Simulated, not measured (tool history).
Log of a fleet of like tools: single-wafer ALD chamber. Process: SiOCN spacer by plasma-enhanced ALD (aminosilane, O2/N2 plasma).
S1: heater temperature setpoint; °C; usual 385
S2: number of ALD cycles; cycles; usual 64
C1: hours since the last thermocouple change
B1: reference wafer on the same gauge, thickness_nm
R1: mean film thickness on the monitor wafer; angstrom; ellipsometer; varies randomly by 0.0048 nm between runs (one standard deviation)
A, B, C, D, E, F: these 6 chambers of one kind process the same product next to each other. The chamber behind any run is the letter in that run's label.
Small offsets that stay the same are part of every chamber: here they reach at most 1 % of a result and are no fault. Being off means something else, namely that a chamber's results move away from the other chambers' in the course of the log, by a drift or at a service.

run 1E hour=7.2 | S1=385 S2=64 | C1=658.3 | B1=3.7802 | R1=38.595
run 2D hour=18.5 | S1=385 S2=64 | C1=868.2 | B1=3.7787 | R1=38.637
run 3A hour=26.6 | S1=385 S2=64 | C1=1536.8 | B1=3.7783 | R1=38.511
run 4B hour=40.4 | S1=385 S2=64 | C1=960 | B1=3.7787 | R1=38.386
run 5C hour=47.6 | S1=385 S2=64 | C1=1745.7 | B1=3.7772 | R1=38.644
run 6F hour=62.2 | S1=385 S2=64 | C1=1521.8 | B1=3.7764 | R1=38.452
run 7E hour=70.1 | S1=385 S2=64 | C1=721.2 | B1=3.7767 | R1=38.574
run 8C hour=82.5 | S1=385 S2=64 | C1=1780.6 | B1=3.7765 | R1=38.642
run 9F hour=91.1 | S1=385 S2=64 | C1=1550.7 | B1=3.7766 | R1=38.404
run 10A hour=105.5 | S1=385 S2=64 | C1=1615.7 | B1=3.7764 | R1=38.554
run 11B hour=114.2 | S1=385 S2=64 | C1=1033.8 | B1=3.7758 | R1=38.335
run 12D hour=121.7 | S1=385 S2=64 | C1=971.4 | B1=3.7768 | R1=38.612
run 13C hour=130.8 | S1=385 S2=64 | C1=1828.9 | B1=3.7739 | R1=38.579
run 14B hour=142.4 | S1=385 S2=64 | C1=1062 | B1=3.7733 | R1=38.276
run 15A hour=150.1 | S1=385 S2=64 | C1=1660.3 | B1=3.7735 | R1=38.529
run 16F hour=157.8 | S1=385 S2=64 | C1=1617.4 | B1=3.7735 | R1=38.354
run 17D hour=166.4 | S1=385 S2=64 | C1=1016.1 | B1=3.7735 | R1=38.623
run 18E hour=180.4 | S1=385 S2=64 | C1=831.5 | B1=3.7735 | R1=38.583
run 19A hour=187.4 | S1=385 S2=64 | C1=1697.6 | B1=3.7727 | R1=38.475
-- hour=191.8 chamber B: thermocouple changed; heater temperature recalibrated
run 20D hour=193.9 | S1=385 S2=64 | C1=1043.6 | B1=3.7725 | R1=38.473
run 21C hour=205.6 | S1=385 S2=64 | C1=1903.7 | B1=3.7709 | R1=38.628
-- hour=211.1 chamber A: thermocouple changed; heater temperature recalibrated
run 22E hour=214.6 | S1=385 S2=64 | C1=865.7 | B1=3.7705 | R1=38.474
run 23F hour=225.8 | S1=373 S2=68 | C1=1685.4 | B1=3.7699 | R1=40.762
run 24B hour=235.2 | S1=373 S2=68 | C1=43.4 | B1=3.7707 | R1=40.636
run 25C hour=248.1 | S1=373 S2=68 | C1=1946.2 | B1=3.7708 | R1=40.95
run 26B hour=260.3 | S1=373 S2=68 | C1=68.5 | B1=3.7689 | R1=40.695
run 27D hour=274 | S1=373 S2=68 | C1=1123.7 | B1=3.7696 | R1=40.961
run 28F hour=287.9 | S1=373 S2=68 | C1=1747.5 | B1=3.7674 | R1=40.683
-- hour=290.8 chamber D: thermocouple changed; heater temperature recalibrated
run 29A hour=298.7 | S1=385 S2=64 | C1=87.6 | B1=3.7682 | R1=38.438
run 30E hour=305.2 | S1=385 S2=52 | C1=956.3 | B1=3.767 | R1=31.281
run 31B hour=312.7 | S1=385 S2=52 | C1=120.9 | B1=3.7673 | R1=31.064
run 32F hour=327.1 | S1=385 S2=52 | C1=1786.7 | B1=3.7669 | R1=31.216
run 33C hour=339.6 | S1=385 S2=52 | C1=2037.7 | B1=3.766 | R1=31.29
run 34E hour=348.2 | S1=385 S2=52 | C1=999.3 | B1=3.7655 | R1=31.256
run 35D hour=357.1 | S1=385 S2=52 | C1=66.3 | B1=3.7652 | R1=31.277
run 36A hour=369.1 | S1=385 S2=64 | C1=158 | B1=3.7652 | R1=38.433
run 37F hour=381.4 | S1=385 S2=64 | C1=1841 | B1=3.7643 | R1=38.419
run 38D hour=388.7 | S1=385 S2=64 | C1=97.9 | B1=3.7645 | R1=38.536
run 39C hour=402.9 | S1=385 S2=64 | C1=2101 | B1=3.763 | R1=38.513
run 40A hour=413.6 | S1=385 S2=64 | C1=202.5 | B1=3.7622 | R1=38.406
run 41B hour=424.4 | S1=385 S2=64 | C1=232.6 | B1=3.7612 | R1=38.233
run 42E hour=433.7 | S1=385 S2=64 | C1=1084.8 | B1=3.7619 | R1=38.42
run 43C hour=441.2 | S1=385 S2=64 | C1=2139.3 | B1=3.7613 | R1=38.494
run 44A hour=454.8 | S1=385 S2=64 | C1=243.7 | B1=3.7615 | R1=38.355

Which is it: a chamber that has drifted or been left off by a service, a gauge drift common to all chambers, or only each chamber's usual small offset? If a chamber is off, name it and its likeliest cause.

It is the gauge, not a chamber: its drift shows up in every chamber's results at once, and no chamber is off.
Most likely cause: gauge reads low (%) = 0.512.
